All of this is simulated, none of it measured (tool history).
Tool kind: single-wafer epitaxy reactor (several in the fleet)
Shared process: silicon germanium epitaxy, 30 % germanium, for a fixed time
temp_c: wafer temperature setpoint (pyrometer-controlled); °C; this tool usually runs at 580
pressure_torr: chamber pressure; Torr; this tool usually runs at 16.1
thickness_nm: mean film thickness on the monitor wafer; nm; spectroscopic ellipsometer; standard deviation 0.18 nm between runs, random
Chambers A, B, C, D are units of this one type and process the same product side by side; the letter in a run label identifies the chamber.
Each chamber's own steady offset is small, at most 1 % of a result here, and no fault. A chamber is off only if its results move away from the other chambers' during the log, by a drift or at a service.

run,hour,temp_c,pressure_torr,hours since the last pyrometer calibration,hours since the last manometer calibration,"read-back reference wafer on the same gauge, thickness_nm",thickness_nm
1B,4.7,580,16.1,205.9,2289.0,44.461,37.525
2A,7.7,580,16.1,139.8,1513.8,44.369,37.009
3D,10.9,580,16.1,1758.9,2050.9,44.439,37.419
4C,13.6,580,16.1,485.3,1250.9,44.381,37.398
5C,16.4,580,16.1,488.1,1253.7,44.406,37.352
6B,19.6,568,14.3,220.8,2303.9,44.417,28.186
7A,24.0,568,14.3,156.1,1530.1,44.446,28.276
8D,29.0,568,14.3,1777.0,2069.0,44.414,28.017
9D,31.7,568,14.3,1779.7,2071.7,44.395,28.353
10B,35.4,580,16.1,236.6,2319.7,44.427,37.672
11A,39.4,580,16.1,171.5,1545.5,44.370,37.324
12C,43.0,580,16.1,514.7,1280.3,44.452,36.912
13D,46.4,580,16.1,1794.4,2086.4,44.383,37.491
14C,50.7,580,16.1,522.4,1288.0,44.422,36.985
# hour 54.3: chamber D: pyrometer calibrated
15A,54.6,580,16.1,186.7,1560.7,44.480,37.070
16B,57.9,580,16.1,259.1,2342.2,44.387,37.370
17B,61.9,580,16.1,263.1,2346.2,44.422,37.350
18C,65.2,580,16.1,536.9,1302.5,44.429,37.298
19A,70.1,580,16.1,202.2,1576.2,44.456,37.139
20D,74.9,580,16.1,20.7,2114.9,44.366,35.220
21B,79.5,580,16.1,280.7,2363.8,44.405,37.304
22D,82.8,580,16.1,28.6,2122.8,44.353,35.387
23A,85.4,580,16.1,217.5,1591.5,44.344,37.031
24C,87.9,580,16.1,559.6,1325.2,44.372,37.061
25C,91.4,591,12.6,563.1,1328.7,44.431,41.555
26D,96.6,591,12.6,42.4,2136.6,44.352,39.336
27A,101.4,591,12.6,233.5,1607.5,44.352,41.547
28B,104.2,591,12.6,305.4,2388.5,44.438,41.864
29C,108.4,580,16.1,580.1,1345.7,44.396,37.463
30D,112.5,580,16.1,58.3,2152.5,44.423,35.050
31B,116.0,580,16.1,317.2,2400.3,44.401,37.115
32A,120.4,580,16.1,252.5,1626.5,44.400,37.247
33D,122.9,580,16.1,68.7,2162.9,44.446,35.550

Does one chamber stand apart from the rest, does the shared gauge drift, or is all well apart from small per-chamber offsets? Give the chamber and the most likely cause, where there is one.

A service left chamber D off against the others.
Cause: wafer temperature below the value expected at the setpoint (K) = 2.86.

Chamber D could run next with any of the 4 candidate recipes listed below; each alters the usual settings, and their results appear as question marks. Which one brings its results back in line with what the other chambers deliver on the usual settings?
Maximum distance from the other chambers' mean on the usual settings for a result to count as in line: thickness_nm 0.640 nm
34D-1,126.7,580,14.1,,,,?
34D-2,126.7,580,18.1,,,,?
34D-3,126.7,581,16.1,,,,?
34D-4,126.7,579,16.0,,,,?

Average result of the remaining chambers running the usual settings: thickness_nm 37.221 nm
run,thickness_nm
34D-1,33.723
34D-2,37.204
34D-3,36.227
34D-4,34.754
34D-2 brings the chamber back in line.
